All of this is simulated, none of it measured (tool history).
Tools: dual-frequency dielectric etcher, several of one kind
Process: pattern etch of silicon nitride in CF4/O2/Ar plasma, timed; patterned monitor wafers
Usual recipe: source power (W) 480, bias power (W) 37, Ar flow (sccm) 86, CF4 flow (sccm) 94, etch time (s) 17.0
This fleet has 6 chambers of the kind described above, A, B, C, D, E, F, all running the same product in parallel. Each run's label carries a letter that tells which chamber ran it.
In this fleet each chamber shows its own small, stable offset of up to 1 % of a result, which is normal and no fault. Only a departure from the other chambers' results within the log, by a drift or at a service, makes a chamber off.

run	day	source power (W)	bias power (W)	Ar flow (sccm)	CF4 flow (sccm)	etch time (s)	read-back reference wafer on the same gauge, depth_nm	mean etch depth across the wafer (Å)
# day 0.021: chamber C: wet clean of the chamber
1D	0.171	480	37	86	94	17.0	32.393	283.69
2F	0.438	480	37	86	94	17.0	32.393	282.04
3A	0.746	480	37	86	94	17.0	32.390	280.18
4E	1.042	480	37	86	94	17.0	32.403	281.98
5B	1.267	480	37	86	94	17.0	32.426	281.09
6C	1.475	480	37	86	94	17.0	32.354	282.59
7D	1.742	540	37	86	94	19.5	32.371	360.36
8A	1.979	540	37	86	94	19.5	32.364	356.78
9F	2.208	540	37	86	94	19.5	32.410	355.79
10E	2.442	540	37	86	94	19.5	32.399	359.89
# day 2.571: chamber C: bias power generator calibrated
11B	2.708	540	37	86	94	19.5	32.383	357.16
12C	2.942	540	37	86	94	19.5	32.427	359.34
13E	3.167	480	37	86	75	15.0	32.383	242.03
14F	3.462	480	37	86	75	15.0	32.398	241.08
# day 3.612: chamber A: source power generator calibrated
# day 3.704: chamber D: wet clean of the chamber
15C	3.717	480	37	86	75	15.0	32.399	243.21
# day 3.846: chamber E: wet clean of the chamber
16B	3.892	480	37	86	75	15.0	32.395	240.43
17D	4.058	480	37	86	75	15.0	32.402	240.85
18A	4.288	480	37	86	75	15.0	32.404	243.13
19F	4.467	480	37	86	94	17.0	32.381	281.33
20C	4.729	480	37	86	94	17.0	32.383	284.59
21D	5.004	480	37	86	94	17.0	32.413	281.36
22E	5.346	480	37	86	94	17.0	32.369	271.49
23A	5.538	480	37	86	94	17.0	32.374	284.43
24B	5.875	480	37	86	94	17.0	32.370	279.03
25B	6.133	480	37	86	94	17.0	32.384	283.33
# day 6.212: chamber B: wet clean of the chamber
26E	6.296	480	37	71	94	19.5	32.366	319.93
27A	6.529	480	37	71	94	19.5	32.466	332.38
28F	6.779	480	37	71	94	19.5	32.420	330.82
29C	7.046	480	37	71	94	19.5	32.380	332.86
30D	7.258	480	37	71	94	19.5	32.415	332.72
31C	7.529	480	37	71	94	19.5	32.400	332.72
32A	7.783	480	37	86	94	17.0	32.429	283.29
33F	8.058	480	30	86	94	17.0	32.356	261.87
34D	8.300	480	30	86	94	17.0	32.441	263.30
35E	8.483	480	30	86	94	17.0	32.427	253.61
36B	8.654	480	30	86	94	17.0	32.422	261.29

The same settings go to every chamber for the next run, one line per chamber below. Forecast the results for each:
37A	8.900	480	37	86	94	17.0		?
37B	8.900	480	37	86	94	17.0		?
37C	8.900	480	37	86	94	17.0		?
37D	8.900	480	37	86	94	17.0		?
37E	8.900	480	37	86	94	17.0		?
37F	8.900	480	37	86	94	17.0		?

run	mean etch depth across the wafer (Å)
37A	282.32
37B	281.68
37C	282.12
37D	284.86
37E	274.57
37F	280.14

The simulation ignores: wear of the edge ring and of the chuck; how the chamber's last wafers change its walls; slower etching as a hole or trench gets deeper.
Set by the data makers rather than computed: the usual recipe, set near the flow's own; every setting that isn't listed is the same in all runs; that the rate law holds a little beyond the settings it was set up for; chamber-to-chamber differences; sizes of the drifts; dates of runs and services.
